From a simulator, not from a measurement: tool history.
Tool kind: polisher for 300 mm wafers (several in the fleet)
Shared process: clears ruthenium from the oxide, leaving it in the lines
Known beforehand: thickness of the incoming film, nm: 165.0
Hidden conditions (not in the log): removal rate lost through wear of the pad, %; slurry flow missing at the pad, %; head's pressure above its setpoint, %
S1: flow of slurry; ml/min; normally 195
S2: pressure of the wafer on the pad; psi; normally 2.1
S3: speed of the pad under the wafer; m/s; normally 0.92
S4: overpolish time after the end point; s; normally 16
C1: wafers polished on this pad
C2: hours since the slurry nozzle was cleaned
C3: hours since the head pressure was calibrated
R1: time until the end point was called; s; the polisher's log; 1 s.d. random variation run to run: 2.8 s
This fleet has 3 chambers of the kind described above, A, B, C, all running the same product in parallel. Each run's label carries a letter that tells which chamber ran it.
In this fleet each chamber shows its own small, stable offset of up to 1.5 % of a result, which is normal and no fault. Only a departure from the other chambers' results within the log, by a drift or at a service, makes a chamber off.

run,hour,S1,S2,S3,S4,C1,C2,C3,R1
# hour 1.8: chamber B: worn pad replaced by a new one
1A,4.0,195,2.1,0.92,16,438,299.8,286.6,149.42
2B,10.3,195,2.1,0.92,16,73,36.2,860.9,148.31
# hour 12.6: chamber A: worn pad replaced by a new one
3C,15.1,195,2.1,0.92,16,741,742.2,136.9,152.44
# hour 16.8: chamber B: head pressure recalibrated
4C,18.2,195,2.1,0.92,16,768,745.3,140.0,152.57
5B,21.4,195,2.1,0.92,16,168,47.3,4.7,146.68
6A,28.1,195,2.1,0.92,16,133,323.9,310.7,147.99
# hour 30.0: chamber C: worn pad replaced by a new one
7C,34.4,130,2.1,1.18,16,38,761.5,156.2,121.66
# hour 35.3: chamber A: slurry nozzle cleaned
8B,39.9,130,2.1,1.18,16,326,65.8,23.2,122.03
9A,44.1,130,2.1,1.18,16,270,8.9,326.7,123.55
10C,51.0,195,2.1,0.92,16,180,778.1,172.8,147.10
11B,54.2,195,2.1,0.92,16,448,80.1,37.5,145.76
12A,57.6,195,2.1,0.92,16,385,22.4,340.2,146.76
13C,61.1,195,2.1,0.92,16,266,788.2,182.9,144.81
14B,64.1,195,2.1,0.92,16,533,90.0,47.4,140.86
15A,69.2,195,2.1,0.92,16,484,34.0,351.8,145.36
16A,72.3,195,2.1,0.92,16,511,37.1,354.9,143.13
# hour 73.0: chamber A: worn pad replaced by a new one
17C,79.3,255,2.1,0.92,16,422,806.4,201.1,139.54
18B,82.3,255,2.1,0.92,16,688,108.2,65.6,140.09
19B,88.9,255,2.1,0.92,16,745,114.8,72.2,136.03
20A,92.9,195,2.1,0.92,16,170,57.7,375.5,148.86
21C,96.3,195,2.1,0.92,16,567,823.4,218.1,147.92
22A,101.1,195,2.1,0.92,16,240,65.9,383.7,145.94
23B,104.8,245,2.1,1.18,16,881,130.7,88.1,109.59
24C,111.0,245,2.1,1.18,16,693,838.1,232.8,108.88
25B,116.7,245,2.1,1.18,16,983,142.6,100.0,111.20
26C,122.7,195,2.1,0.92,16,793,849.8,244.5,148.26
27A,129.3,195,2.1,0.92,16,482,94.1,411.9,139.50
28A,133.5,195,2.1,0.92,16,518,98.3,416.1,146.90
29B,138.4,195,2.1,0.92,16,1168,164.3,121.7,147.90
30C,141.6,195,2.1,0.92,16,954,868.7,263.4,149.51
31B,147.6,195,2.1,0.92,16,1247,173.5,130.9,142.95
# hour 153.0: chamber C: worn pad replaced by a new one
32C,153.0,195,2.1,0.92,16,0,880.1,274.8,142.15

Each of the 3 chambers runs these same settings next. Fill in every chamber's results:
33A,158.0,195,2.1,0.72,16,,,,?
33B,158.0,195,2.1,0.72,16,,,,?
33C,158.0,195,2.1,0.72,16,,,,?

run,R1
33A,195.61
33B,181.18
33C,180.80
